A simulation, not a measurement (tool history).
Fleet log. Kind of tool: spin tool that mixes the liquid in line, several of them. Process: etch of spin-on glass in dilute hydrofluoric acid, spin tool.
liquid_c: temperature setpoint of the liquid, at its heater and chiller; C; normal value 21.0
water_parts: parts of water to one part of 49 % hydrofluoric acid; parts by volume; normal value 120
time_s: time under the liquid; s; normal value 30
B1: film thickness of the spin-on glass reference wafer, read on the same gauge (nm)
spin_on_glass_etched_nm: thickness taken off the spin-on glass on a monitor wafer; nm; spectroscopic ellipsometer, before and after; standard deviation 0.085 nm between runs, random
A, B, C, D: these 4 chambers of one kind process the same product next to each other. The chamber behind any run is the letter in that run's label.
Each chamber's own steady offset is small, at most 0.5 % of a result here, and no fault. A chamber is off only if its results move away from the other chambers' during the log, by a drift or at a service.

{"run": "1D", "hour": 8.8, "liquid_c": 21.0, "water_parts": 120, "time_s": 30, "B1": 50.004, "spin_on_glass_etched_nm": 9.8769}
{"run": "2B", "hour": 17.4, "liquid_c": 21.0, "water_parts": 120, "time_s": 30, "B1": 49.991, "spin_on_glass_etched_nm": 9.8528}
{"run": "3C", "hour": 27.6, "liquid_c": 21.0, "water_parts": 120, "time_s": 30, "B1": 49.99, "spin_on_glass_etched_nm": 10.092}
{"run": "4A", "hour": 37.9, "liquid_c": 21.0, "water_parts": 120, "time_s": 30, "B1": 50.025, "spin_on_glass_etched_nm": 9.9629}
{"run": "5C", "hour": 45.4, "liquid_c": 21.0, "water_parts": 120, "time_s": 30, "B1": 50.012, "spin_on_glass_etched_nm": 9.9668}
{"run": "6A", "hour": 51.9, "liquid_c": 21.0, "water_parts": 120, "time_s": 30, "B1": 49.999, "spin_on_glass_etched_nm": 9.9958}
{"run": "7D", "hour": 57.6, "liquid_c": 21.0, "water_parts": 120, "time_s": 30, "B1": 50.004, "spin_on_glass_etched_nm": 9.9929}
{"run": "8B", "hour": 67.7, "liquid_c": 25.5, "water_parts": 120, "time_s": 30, "B1": 49.997, "spin_on_glass_etched_nm": 12.06}
{"run": "9B", "hour": 77.1, "liquid_c": 25.5, "water_parts": 120, "time_s": 30, "B1": 49.994, "spin_on_glass_etched_nm": 12.276}
{"run": "10D", "hour": 83.0, "liquid_c": 25.5, "water_parts": 120, "time_s": 30, "B1": 50.0, "spin_on_glass_etched_nm": 11.829}
{"run": "11C", "hour": 93.4, "liquid_c": 25.5, "water_parts": 120, "time_s": 30, "B1": 49.962, "spin_on_glass_etched_nm": 11.994}
{"run": "12A", "hour": 101.3, "liquid_c": 21.0, "water_parts": 120, "time_s": 30, "B1": 50.002, "spin_on_glass_etched_nm": 10.079}
{"run": "13C", "hour": 109.1, "liquid_c": 21.0, "water_parts": 120, "time_s": 30, "B1": 50.012, "spin_on_glass_etched_nm": 9.9964}
{"run": "14A", "hour": 116.4, "liquid_c": 21.0, "water_parts": 120, "time_s": 30, "B1": 49.985, "spin_on_glass_etched_nm": 10.165}
{"hour": 123.8, "done": "chamber B: thermometer replaced"}
{"run": "15D", "hour": 128.0, "liquid_c": 21.0, "water_parts": 120, "time_s": 30, "B1": 50.003, "spin_on_glass_etched_nm": 10.167}
{"run": "16B", "hour": 135.8, "liquid_c": 21.0, "water_parts": 120, "time_s": 30, "B1": 49.998, "spin_on_glass_etched_nm": 10.544}
{"run": "17D", "hour": 141.2, "liquid_c": 21.0, "water_parts": 120, "time_s": 30, "B1": 49.963, "spin_on_glass_etched_nm": 10.11}
{"run": "18B", "hour": 152.5, "liquid_c": 23.5, "water_parts": 120, "time_s": 30, "B1": 49.994, "spin_on_glass_etched_nm": 11.646}
{"run": "19A", "hour": 160.6, "liquid_c": 23.5, "water_parts": 120, "time_s": 30, "B1": 49.998, "spin_on_glass_etched_nm": 11.105}
{"run": "20C", "hour": 169.2, "liquid_c": 23.5, "water_parts": 120, "time_s": 30, "B1": 49.995, "spin_on_glass_etched_nm": 11.085}
{"run": "21B", "hour": 177.7, "liquid_c": 23.5, "water_parts": 120, "time_s": 30, "B1": 50.0, "spin_on_glass_etched_nm": 11.652}
{"hour": 181.6, "done": "chamber D: hydrofluoric acid flow meter replaced"}
{"run": "22C", "hour": 188.1, "liquid_c": 21.0, "water_parts": 120, "time_s": 30, "B1": 49.988, "spin_on_glass_etched_nm": 9.9082}
{"run": "23A", "hour": 196.5, "liquid_c": 21.0, "water_parts": 120, "time_s": 30, "B1": 50.006, "spin_on_glass_etched_nm": 10.07}
{"run": "24D", "hour": 205.2, "liquid_c": 21.0, "water_parts": 120, "time_s": 30, "B1": 49.984, "spin_on_glass_etched_nm": 10.101}

Each of the 4 chambers runs these same settings next. Fill in every chamber's results:
{"run": "25A", "hour": 213.8, "liquid_c": 22.5, "water_parts": 120, "time_s": 30, "spin_on_glass_etched_nm": "?"}
{"run": "25B", "hour": 213.8, "liquid_c": 22.5, "water_parts": 120, "time_s": 30, "spin_on_glass_etched_nm": "?"}
{"run": "25C", "hour": 213.8, "liquid_c": 22.5, "water_parts": 120, "time_s": 30, "spin_on_glass_etched_nm": "?"}
{"run": "25D", "hour": 213.8, "liquid_c": 22.5, "water_parts": 120, "time_s": 30, "spin_on_glass_etched_nm": "?"}

run=25A spin_on_glass_etched_nm=10.7960
run=25B spin_on_glass_etched_nm=11.1670
run=25C spin_on_glass_etched_nm=10.5820
run=25D spin_on_glass_etched_nm=10.6370
